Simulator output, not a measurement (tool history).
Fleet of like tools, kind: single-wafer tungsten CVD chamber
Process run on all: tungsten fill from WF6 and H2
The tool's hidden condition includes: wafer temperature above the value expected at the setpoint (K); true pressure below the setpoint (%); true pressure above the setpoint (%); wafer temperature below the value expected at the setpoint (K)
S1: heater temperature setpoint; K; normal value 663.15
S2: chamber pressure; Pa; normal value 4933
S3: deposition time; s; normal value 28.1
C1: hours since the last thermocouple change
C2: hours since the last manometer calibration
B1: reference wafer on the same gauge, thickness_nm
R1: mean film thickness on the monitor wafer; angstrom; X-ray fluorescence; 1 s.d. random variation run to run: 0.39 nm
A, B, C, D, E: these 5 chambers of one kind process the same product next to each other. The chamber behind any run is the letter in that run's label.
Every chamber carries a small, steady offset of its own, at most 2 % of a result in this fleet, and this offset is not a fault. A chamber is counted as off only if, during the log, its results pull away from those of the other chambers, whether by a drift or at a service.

| run | hour | S1 | S2 | S3 | C1 | C2 | B1 | R1 |
|---|---|---|---|---|---|---|---|---|
| 1B | 9.0 | 663.15 | 4933 | 28.1 | 1702.0 | 388.3 | 82.808 | 742.91 |
| 2C | 15.8 | 663.15 | 4933 | 28.1 | 2477.8 | 960.8 | 82.831 | 729.47 |
| 3D | 24.4 | 663.15 | 4933 | 28.1 | 730.5 | 1410.1 | 82.767 | 754.19 |
|  | 27.8 | chamber C: thermocouple changed; heater temperature recalibrated |
| 4A | 30.6 | 663.15 | 4933 | 28.1 | 178.0 | 1336.4 | 82.755 | 742.60 |
| 5E | 42.3 | 663.15 | 4933 | 28.1 | 1412.7 | 1630.6 | 82.880 | 748.42 |
| 6E | 52.1 | 663.15 | 4933 | 28.1 | 1422.5 | 1640.4 | 82.676 | 748.01 |
| 7C | 57.4 | 663.15 | 4933 | 28.1 | 29.7 | 1002.4 | 82.928 | 735.19 |
| 8B | 68.5 | 663.15 | 4933 | 28.1 | 1761.5 | 447.8 | 82.744 | 746.04 |
| 9A | 79.2 | 663.15 | 4933 | 28.1 | 226.6 | 1385.0 | 82.751 | 737.03 |
| 10D | 88.3 | 663.15 | 4933 | 28.1 | 794.4 | 1474.0 | 82.760 | 742.26 |
| 11E | 96.0 | 663.15 | 4933 | 33.4 | 1466.4 | 1684.3 | 82.878 | 887.61 |
| 12B | 105.6 | 663.15 | 4933 | 33.4 | 1798.6 | 484.9 | 82.917 | 880.87 |
| 13C | 117.9 | 663.15 | 4933 | 33.4 | 90.2 | 1062.9 | 82.813 | 868.00 |
| 14A | 123.8 | 663.15 | 4933 | 33.4 | 271.2 | 1429.6 | 82.856 | 888.68 |
| 15D | 129.5 | 663.15 | 4933 | 33.4 | 835.6 | 1515.2 | 82.826 | 898.28 |
| 16B | 138.7 | 663.15 | 4933 | 28.1 | 1831.7 | 518.0 | 82.854 | 748.08 |
| 17C | 146.2 | 663.15 | 4933 | 28.1 | 118.5 | 1091.2 | 82.884 | 728.43 |
| 18D | 152.0 | 663.15 | 4933 | 28.1 | 858.1 | 1537.7 | 82.755 | 746.69 |
| 19A | 163.8 | 663.15 | 4933 | 28.1 | 311.2 | 1469.6 | 82.926 | 742.78 |
| 20E | 173.1 | 650.15 | 3813 | 28.1 | 1543.5 | 1761.4 | 82.777 | 509.91 |
| 21B | 179.5 | 650.15 | 3813 | 28.1 | 1872.5 | 558.8 | 82.920 | 510.54 |
| 22D | 191.2 | 650.15 | 3813 | 28.1 | 897.3 | 1576.9 | 82.721 | 510.98 |
| 23C | 200.5 | 650.15 | 3813 | 28.1 | 172.8 | 1145.5 | 82.858 | 503.44 |
|  | 203.1 | chamber B: thermocouple changed; heater temperature recalibrated |
| 24A | 206.3 | 650.15 | 3813 | 28.1 | 353.7 | 1512.1 | 82.784 | 506.71 |
| 25E | 217.2 | 663.15 | 4933 | 28.1 | 1587.6 | 1805.5 | 82.769 | 748.16 |
| 26D | 225.7 | 663.15 | 4933 | 33.3 | 931.8 | 1611.4 | 82.736 | 893.26 |
| 27A | 231.8 | 663.15 | 4933 | 33.3 | 379.2 | 1537.6 | 82.883 | 876.03 |
| 28E | 240.1 | 663.15 | 4933 | 33.3 | 1610.5 | 1828.4 | 82.839 | 886.34 |
| 29B | 250.1 | 663.15 | 4933 | 33.3 | 47.1 | 629.4 | 82.697 | 944.62 |
| 30C | 261.7 | 663.15 | 4933 | 33.3 | 234.0 | 1206.7 | 82.863 | 865.88 |
| 31C | 271.0 | 663.15 | 4933 | 28.1 | 243.3 | 1216.0 | 82.836 | 731.95 |
| 32B | 279.6 | 663.15 | 4933 | 28.1 | 76.6 | 658.9 | 82.822 | 806.30 |
| 33A | 286.3 | 653.15 | 4933 | 28.1 | 433.7 | 1592.1 | 82.734 | 610.93 |
| 34D | 293.8 | 653.15 | 4933 | 28.1 | 999.9 | 1679.5 | 82.856 | 620.18 |
| 35E | 303.2 | 653.15 | 4933 | 28.1 | 1673.6 | 1891.5 | 82.732 | 608.28 |
| 36B | 315.0 | 653.15 | 4933 | 28.1 | 112.0 | 694.3 | 82.819 | 663.69 |
| 37C | 324.8 | 653.15 | 4933 | 28.1 | 297.1 | 1269.8 | 82.823 | 601.14 |

Has any chamber moved away from the others, gradually or after a service, or does the common gauge drift, or do the chambers differ only by their own small steady offsets? State the chamber and the most likely cause if one applies.

The work done on chamber B during a service left it standing apart from the others.
Cause: wafer temperature above the value expected at the setpoint (K) = 3.8.

Here are 4 candidates for chamber B's next run, each the usual settings with a change, their results left as question marks. Which one brings its results back in line with what the others give on the usual settings?
Allowed miss from the other chambers' usual-settings mean, per result, to count as in line: R1 14.00 angstrom
| 38B-1 | 333.7 | 669.15 | 4933 | 29.6 |  |  |  | ? |
| 38B-2 | 333.7 | 658.15 | 4760 | 26.7 |  |  |  | ? |
| 38B-3 | 333.7 | 665.15 | 5013 | 28.8 |  |  |  | ? |
| 38B-4 | 333.7 | 661.15 | 4853 | 27.4 |  |  |  | ? |

Usual-settings mean across the other chambers: R1 742.41 angstrom
| run | R1 |
|---|---|
| 38B-1 | 944.11 |
| 38B-2 | 682.06 |
| 38B-3 | 859.83 |
| 38B-4 | 747.78 |
With 38B-4, the chamber falls back in line with the rest.

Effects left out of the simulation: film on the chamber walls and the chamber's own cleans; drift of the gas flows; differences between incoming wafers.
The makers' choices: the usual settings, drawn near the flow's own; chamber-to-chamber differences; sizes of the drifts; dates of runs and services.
